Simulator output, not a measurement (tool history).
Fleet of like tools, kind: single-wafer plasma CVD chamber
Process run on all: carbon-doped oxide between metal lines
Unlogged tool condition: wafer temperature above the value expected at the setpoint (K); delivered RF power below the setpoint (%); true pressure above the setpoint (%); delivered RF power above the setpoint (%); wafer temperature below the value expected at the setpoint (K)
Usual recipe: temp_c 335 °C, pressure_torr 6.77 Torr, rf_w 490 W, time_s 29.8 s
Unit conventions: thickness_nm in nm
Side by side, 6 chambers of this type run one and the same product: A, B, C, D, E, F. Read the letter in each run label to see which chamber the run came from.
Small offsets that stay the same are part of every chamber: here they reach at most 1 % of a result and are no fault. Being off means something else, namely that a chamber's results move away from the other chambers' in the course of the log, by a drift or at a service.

run   hour  temp_c  pressure_torr  rf_w  time_s  hours since the last thermocouple change  hours since the last RF generator calibration  hours since the last manometer calibration  read-back reference wafer on the same gauge, thickness_nm  thickness_nm
 1E    3.3     335           6.77   490    29.8                                     670.5                                          333.4                                       418.3                                                     145.06        161.64
 2B    6.5     335           6.77   490    29.8                                     767.2                                           66.1                                       876.9                                                     145.10        162.63
 3F    9.9     335           6.77   490    29.8                                    1630.5                                          268.2                                      1345.1                                                     145.09        163.56
 4A   13.4     335           6.77   490    29.8                                     445.5                                         1664.0                                       354.4                                                     144.95        163.05
 5D   16.8     335           7.44   490    24.2                                     797.8                                           67.7                                      2304.3                                                     145.04        131.51
 6C   21.0     335           7.44   490    24.2                                     800.9                                         1571.4                                        58.6                                                     144.88        134.05
 7A   23.7     335           7.44   490    24.2                                     455.8                                         1674.3                                       364.7                                                     145.02        132.41
 8C   27.5     335           7.44   490    24.2                                     807.4                                         1577.9                                        65.1                                                     145.04        132.59
 9D   30.9     335           7.44   490    24.2                                     811.9                                           81.8                                      2318.4                                                     145.00        133.73
10F   34.2     335           7.44   490    24.2                                    1654.8                                          292.5                                      1369.4                                                     144.93        134.21
11E   37.1     335           6.77   490    29.8                                     704.3                                          367.2                                       452.1                                                     145.01        162.88
12B   39.7     335           6.77   490    29.8                                     800.4                                           99.3                                       910.1                                                     145.11        161.92
13F   43.8     335           6.77   490    29.8                                    1664.4                                          302.1                                      1379.0                                                     144.89        164.59
14C   47.0     335           6.77   490    29.8                                     826.9                                         1597.4                                        84.6                                                     145.03        161.38
15B   50.3     335           6.77   490    29.8                                     811.0                                          109.9                                       920.7                                                     145.20        162.35
16D   52.4     335           6.77   490    29.8                                     833.4                                          103.3                                      2339.9                                                     144.98        162.99
17A   56.2     335           6.77   490    29.8                                     488.3                                         1706.8                                       397.2                                                     145.01        162.78
18E   58.1     335           6.77   490    29.8                                     725.3                                          388.2                                       473.1                                                     145.11        162.51
19D   60.3     335           6.77   490    29.8                                     841.3                                          111.2                                      2347.8                                                     145.10        160.70
20C   62.5     335           6.77   490    29.8                                     842.4                                         1612.9                                       100.1                                                     144.90        160.51
21B   66.0     335           6.77   490    29.8                                     826.7                                          125.6                                       936.4                                                     145.02        163.78
22A   68.0     335           6.77   490    35.4                                     500.1                                         1718.6                                       409.0                                                     145.23        192.60
23F   70.0     335           6.77   490    35.4                                    1690.6                                          328.3                                      1405.2                                                     145.07        190.53
24E   73.6     335           6.77   490    35.4                                     740.8                                          403.7                                       488.6                                                     145.20        192.89
25E   75.9     335           6.77   490    35.4                                     743.1                                          406.0                                       490.9                                                     144.83        193.87
26F   79.7     335           6.77   490    35.4                                    1700.3                                          338.0                                      1414.9                                                     145.04        188.53
27B   82.5     335           6.77   490    35.4                                     843.2                                          142.1                                       952.9                                                     144.86        193.02
28D   84.7     335           6.77   490    29.8                                     865.7                                          135.6                                      2372.2                                                     145.14        161.95
29A   88.2     335           6.77   490    29.8                                     520.3                                         1738.8                                       429.2                                                     145.04        163.22
30C   90.8     335           5.58   410    29.8                                     870.7                                         1641.2                                       128.4                                                     145.04        139.74
31E   93.1     335           5.58   410    29.8                                     760.3                                          423.2                                       508.1                                                     145.02        141.09
32B   96.0     335           5.58   410    29.8                                     856.7                                          155.6                                       966.4                                                     145.21        141.12
33D   98.6     335           5.58   410    29.8                                     879.6                                          149.5                                      2386.1                                                     144.93        140.03
     100.8  -- chamber C: RF generator calibrated
34C  101.3     335           5.58   410    29.8                                     881.2                                            0.6                                       138.9                                                     144.93        139.78
35A  105.1     335           5.58   410    29.8                                     537.2                                         1755.7                                       446.1                                                     145.00        140.55
36F  108.0     335           6.77   395    29.8                                    1728.6                                          366.3                                      1443.2                                                     145.11        133.21
37F  111.3     335           6.77   395    29.8                                    1731.9                                          369.6                                      1446.5                                                     144.91        134.99
38B  115.2     335           6.77   395    29.8                                     875.9                                          174.8                                       985.6                                                     144.89        139.67
39A  119.2     335           6.77   395    29.8                                     551.3                                         1769.8                                       460.2                                                     144.87        140.29
40E  122.4     335           6.77   395    29.8                                     789.6                                          452.5                                       537.4                                                     144.91        138.18
41D  124.2     335           6.77   395    29.8                                     905.2                                          175.1                                      2411.7                                                     145.06        139.30
42C  126.5     335           6.77   490    29.8                                     906.4                                           25.8                                       164.1                                                     144.88        161.68
43B  128.9     335           6.77   490    29.8                                     889.6                                          188.5                                       999.3                                                     144.74        162.73

Each of the 6 chambers runs these same settings next. Fill in every chamber's results:
44A  131.9     335           6.77   490    34.0                                                                                                                                                                                                             ?
44B  131.9     335           6.77   490    34.0                                                                                                                                                                                                             ?
44C  131.9     335           6.77   490    34.0                                                                                                                                                                                                             ?
44D  131.9     335           6.77   490    34.0                                                                                                                                                                                                             ?
44E  131.9     335           6.77   490    34.0                                                                                                                                                                                                             ?
44F  131.9     335           6.77   490    34.0                                                                                                                                                                                                             ?

run  thickness_nm
44A        184.68
44B        185.46
44C        183.09
44D        185.58
44E        184.33
44F        175.61
